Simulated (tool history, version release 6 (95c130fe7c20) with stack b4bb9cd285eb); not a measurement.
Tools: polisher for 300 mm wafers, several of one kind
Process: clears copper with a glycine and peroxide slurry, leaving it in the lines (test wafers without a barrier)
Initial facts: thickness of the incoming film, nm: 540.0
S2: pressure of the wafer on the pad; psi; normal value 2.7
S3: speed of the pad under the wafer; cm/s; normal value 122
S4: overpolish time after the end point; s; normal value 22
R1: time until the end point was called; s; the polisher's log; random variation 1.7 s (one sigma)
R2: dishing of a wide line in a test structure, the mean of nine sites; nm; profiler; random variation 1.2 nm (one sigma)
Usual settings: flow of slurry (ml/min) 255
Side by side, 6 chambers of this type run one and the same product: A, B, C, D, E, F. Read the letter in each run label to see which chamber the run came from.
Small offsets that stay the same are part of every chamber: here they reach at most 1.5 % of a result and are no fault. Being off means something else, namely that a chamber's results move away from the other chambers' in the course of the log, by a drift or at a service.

At hour 7.7: chamber D: slurry nozzle cleaned.
Run 1F, hour 8.3: usual settings. Result: R1 101.74 s, R2 67.444 nm.
Run 2E, hour 14.5: usual settings. Result: R1 101.64 s, R2 67.88 nm.
At hour 15.5: chamber B: worn pad replaced by a new one.
Run 3D, hour 19.7: usual settings. Result: R1 102.38 s, R2 65.943 nm.
At hour 21.1: chamber C: slurry nozzle cleaned.
At hour 29.1: chamber E: worn pad replaced by a new one.
Run 4C, hour 29.2: usual settings. Result: R1 102.53 s, R2 66.128 nm.
Run 5B, hour 39.3: usual settings. Result: R1 103.89 s, R2 67.674 nm.
Run 6A, hour 47: usual settings. Result: R1 101.94 s, R2 68.229 nm.
At hour 50.2: chamber B: head pressure recalibrated.
Run 7C, hour 54.1: usual settings. Result: R1 105.22 s, R2 68.451 nm.
At hour 55.3: chamber B: slurry nozzle cleaned.
Run 8E, hour 64: usual settings. Result: R1 104.35 s, R2 68.222 nm.
At hour 72: chamber A: worn pad replaced by a new one.
Run 9F, hour 72.7: usual settings. Result: R1 104.1 s, R2 66.766 nm.
At hour 75.2: chamber C: worn pad replaced by a new one.
Run 10A, hour 78.8: usual settings. Result: R1 106.6 s, R2 68.455 nm.
Run 11B, hour 88.2: usual settings. Result: R1 105.27 s, R2 66.752 nm.
Run 12D, hour 95.6: usual settings. Result: R1 104.3 s, R2 66.011 nm.
At hour 96.3: chamber D: worn pad replaced by a new one.
At hour 96.5: chamber B: worn pad replaced by a new one.
Run 13B, hour 101.6: usual settings. Result: R1 105.75 s, R2 65.6 nm.
Run 14A, hour 106.4: usual settings. Result: R1 103.8 s, R2 67.629 nm.
Run 15C, hour 112.5: usual settings. Result: R1 104.48 s, R2 65.34 nm.
Run 16E, hour 121.9: usual settings. Result: R1 106.27 s, R2 67.726 nm.
At hour 127.9: chamber E: worn pad replaced by a new one.
Run 17F, hour 127.9: usual settings. Result: R1 104.08 s, R2 67.281 nm.
Run 18D, hour 132.3: usual settings. Result: R1 101.33 s, R2 67.344 nm.
Run 19B, hour 140.2: usual settings. Result: R1 103.46 s, R2 66.38 nm.
Run 20C, hour 147.4: usual settings but flow of slurry (ml/min) 340, S2 3.2 psi. Result: R1 87.499 s, R2 72.285 nm.
At hour 151: chamber C: worn pad replaced by a new one.
Run 21A, hour 156.2: usual settings but flow of slurry (ml/min) 340, S2 3.2 psi. Result: R1 88.049 s, R2 75.581 nm.
Run 22D, hour 162.5: usual settings but flow of slurry (ml/min) 340, S2 3.2 psi. Result: R1 88.193 s, R2 76.091 nm.
At hour 164: chamber F: worn pad replaced by a new one.
Run 23F, hour 169.9: usual settings but flow of slurry (ml/min) 340, S2 3.2 psi. Result: R1 88.127 s, R2 76.718 nm.
At hour 173.1: chamber A: slurry nozzle cleaned.
Run 24E, hour 178: usual settings but flow of slurry (ml/min) 340, S2 3.2 psi. Result: R1 86.1 s, R2 73.142 nm.
At hour 180.9: chamber B: worn pad replaced by a new one.
Run 25F, hour 186.6: usual settings but flow of slurry (ml/min) 340, S2 3.2 psi. Result: R1 88.102 s, R2 76.261 nm.
Run 26D, hour 193.1: usual settings. Result: R1 103.84 s, R2 67.005 nm.
Run 27C, hour 203.2: usual settings. Result: R1 106.52 s, R2 66.236 nm.
Run 28E, hour 207.9: usual settings but S2 3.3 psi, S3 98 cm/s. Result: R1 105.01 s, R2 68.122 nm.
Run 29A, hour 217.1: usual settings but S2 3.3 psi, S3 98 cm/s. Result: R1 103.72 s, R2 67.616 nm.
At hour 222.2: chamber D: worn pad replaced by a new one.
At hour 224.4: chamber C: worn pad replaced by a new one.
Run 30B, hour 224.5: usual settings but S2 3.3 psi, S3 98 cm/s. Result: R1 104.51 s, R2 69.005 nm.
At hour 226.4: chamber A: worn pad replaced by a new one.
Run 31D, hour 233.8: usual settings but S2 3.3 psi, S3 98 cm/s. Result: R1 106.85 s, R2 66.354 nm.
At hour 235.6: chamber E: worn pad replaced by a new one.
Run 32B, hour 239.8: usual settings but S2 3.3 psi, S3 98 cm/s. Result: R1 105.62 s, R2 66.171 nm.
Run 33F, hour 247.4: usual settings but S2 3.3 psi, S3 98 cm/s. Result: R1 105.37 s, R2 66.721 nm.
Run 34A, hour 252.9: usual settings but flow of slurry (ml/min) 295, S2 2 psi. Result: R1 128.92 s, R2 55.369 nm.
Run 35E, hour 261.6: usual settings but flow of slurry (ml/min) 295, S2 2 psi. Result: R1 131.62 s, R2 55.727 nm.
Run 36C, hour 268.7: usual settings but flow of slurry (ml/min) 295, S2 2 psi. Result: R1 136.68 s, R2 54.842 nm.
Run 37B, hour 277.9: usual settings but flow of slurry (ml/min) 295, S2 2 psi. Result: R1 129.01 s, R2 56.622 nm.
Run 38F, hour 285.7: usual settings but flow of slurry (ml/min) 295, S2 2 psi. Result: R1 129.29 s, R2 57.082 nm.
Run 39A, hour 295.2: usual settings but flow of slurry (ml/min) 295, S2 2 psi. Result: R1 129.77 s, R2 56.009 nm.
Run 40E, hour 304.6: usual settings but S3 140 cm/s, S4 11 s. Result: R1 93.115 s, R2 43.226 nm.
At hour 306.5: chamber C: worn pad replaced by a new one.
Run 41C, hour 309.3: usual settings but S3 140 cm/s, S4 11 s. Result: R1 94.759 s, R2 44.021 nm.

Each of the 6 chambers runs these same settings next. Fill in every chamber's results:
Run 42A, hour 316.5: usual settings. Result: R1 ?, R2 ?.
Run 42B, hour 316.5: usual settings. Result: R1 ?, R2 ?.
Run 42C, hour 316.5: usual settings. Result: R1 ?, R2 ?.
Run 42D, hour 316.5: usual settings. Result: R1 ?, R2 ?.
Run 42E, hour 316.5: usual settings. Result: R1 ?, R2 ?.
Run 42F, hour 316.5: usual settings. Result: R1 ?, R2 ?.

run      R1      R2
42A  103.04   68.29
42B  104.79  67.434
42C  106.31  66.571
42D  100.85  66.174
42E  104.64  66.743
42F   104.5  67.439

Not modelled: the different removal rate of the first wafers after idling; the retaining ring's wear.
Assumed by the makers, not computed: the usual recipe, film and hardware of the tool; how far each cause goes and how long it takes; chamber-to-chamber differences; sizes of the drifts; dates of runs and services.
